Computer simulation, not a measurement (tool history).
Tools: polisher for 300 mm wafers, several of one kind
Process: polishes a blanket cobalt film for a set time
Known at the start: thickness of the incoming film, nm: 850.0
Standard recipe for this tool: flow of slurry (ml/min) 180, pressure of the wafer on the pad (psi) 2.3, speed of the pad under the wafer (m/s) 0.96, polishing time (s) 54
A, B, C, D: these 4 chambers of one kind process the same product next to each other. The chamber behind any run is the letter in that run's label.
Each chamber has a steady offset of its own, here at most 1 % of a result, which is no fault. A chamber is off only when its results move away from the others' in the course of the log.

run	hour	flow of slurry (ml/min)	pressure of the wafer on the pad (psi)	speed of the pad under the wafer (m/s)	polishing time (s)	wafers polished on this pad	hours since the slurry nozzle was cleaned	hours since the head pressure was calibrated	film removed (nm)
1C	2.4	180	2.3	0.96	54	762	54.3	323.1	293.15
# hour 6.3: chamber D: worn pad replaced by a new one
2D	6.6	180	2.3	0.96	54	3	327.2	1242.1	296.91
3A	8.6	180	2.3	0.96	54	1346	233.1	93.6	290.06
4B	12.4	180	2.3	0.96	54	910	203.7	981.2	288.04
5D	15.1	180	2.3	0.96	54	97	335.7	1250.6	301.95
6B	18.3	180	2.3	0.96	54	975	209.6	987.1	297.34
7A	22.4	180	2.3	0.96	54	1499	246.9	107.4	291.47
# hour 24.3: chamber A: worn pad replaced by a new one
8C	25.6	180	2.3	0.96	54	1019	77.5	346.3	289.30
9A	28.5	180	2.3	0.96	54	47	253.0	113.5	296.80
10C	31.5	180	2.3	0.96	54	1084	83.4	352.2	291.24
11B	34.0	180	2.3	0.96	54	1149	225.3	1002.8	291.27
12D	36.4	180	2.3	0.96	54	333	357.0	1271.9	290.81
13B	39.1	180	2.3	0.96	54	1205	230.4	1007.9	287.36
14A	43.1	180	2.3	0.96	54	209	267.6	128.1	290.85
# hour 43.7: chamber C: worn pad replaced by a new one
# hour 44.5: chamber B: worn pad replaced by a new one
# hour 46.1: chamber D: head pressure recalibrated
15C	47.0	180	2.3	0.66	43	37	98.9	367.7	162.30
16D	49.8	180	2.3	0.66	43	481	370.4	3.8	164.43
17D	51.9	180	2.3	0.66	43	504	372.5	5.9	160.64
18A	55.5	180	2.3	0.66	43	346	280.0	140.5	156.47
19C	58.8	180	2.3	0.96	54	168	110.7	379.5	290.55
# hour 60.6: chamber D: worn pad replaced by a new one
20B	63.0	180	2.1	0.96	41	205	254.3	1031.8	202.83
21C	65.8	180	2.1	0.96	41	245	117.7	386.5	202.57
22B	68.9	180	2.1	0.96	41	271	260.2	1037.7	203.49
23D	72.3	180	2.1	0.96	41	130	392.9	26.3	203.96
24A	74.2	180	2.3	0.96	54	553	298.7	159.2	287.86
25D	77.8	180	2.3	0.96	54	191	398.4	31.8	294.85
26C	81.6	180	1.6	1.24	54	420	133.5	402.3	262.60
27B	85.4	180	1.6	1.24	54	453	276.7	1054.2	263.17
28A	87.3	180	1.6	1.24	54	698	311.8	172.3	260.20
29B	91.0	180	1.6	1.24	54	515	282.3	1059.8	266.13
# hour 92.8: chamber B: slurry nozzle cleaned
30C	93.9	180	2.3	0.96	54	556	145.8	414.6	289.93
31A	96.3	180	2.3	0.96	54	797	320.8	181.3	288.50
32D	100.1	180	2.3	0.96	54	438	420.7	54.1	292.65
33C	103.7	180	2.3	0.96	54	665	155.6	424.4	288.15
34D	106.6	180	2.3	0.96	54	510	427.2	60.6	295.11
35A	108.7	180	2.3	0.96	54	935	333.2	193.7	279.16
36B	112.8	180	2.3	0.96	54	757	20.1	1081.6	285.76
37C	116.9	180	2.3	0.96	54	811	168.8	437.6	293.94

Decide between three cases: one chamber stands off from its peers, the gauge reading all wafers drifts, or nothing is wrong past each chamber's small offset. Where a chamber is off, say which and what most likely put it there.

Little by little, chamber A moves away from the other chambers.
What lies behind it: head's pressure below its setpoint, % = 5.81.
It could be hard to tell apart here from: slurry flow missing at the pad, %.

Which of the 4 candidates below, each the usual settings with something changed and its results left as question marks, puts chamber A back in line with what the other chambers give on the usual settings?
In line here means within this much of the mean the other chambers give on the usual settings: film removed (nm) 12.00
38A-1	120.0	180	2.3	1.08	54				?
38A-2	120.0	180	2.2	0.94	54				?
38A-3	120.0	180	2.3	0.84	54				?
38A-4	120.0	180	2.4	0.96	55				?

What the other chambers average on the usual settings: film removed (nm) 293.38
run	film removed (nm)
38A-1	311.73
38A-2	259.35
38A-3	242.15
38A-4	294.33
The answer is 38A-4, which returns the chamber to within the allowed miss of the others.

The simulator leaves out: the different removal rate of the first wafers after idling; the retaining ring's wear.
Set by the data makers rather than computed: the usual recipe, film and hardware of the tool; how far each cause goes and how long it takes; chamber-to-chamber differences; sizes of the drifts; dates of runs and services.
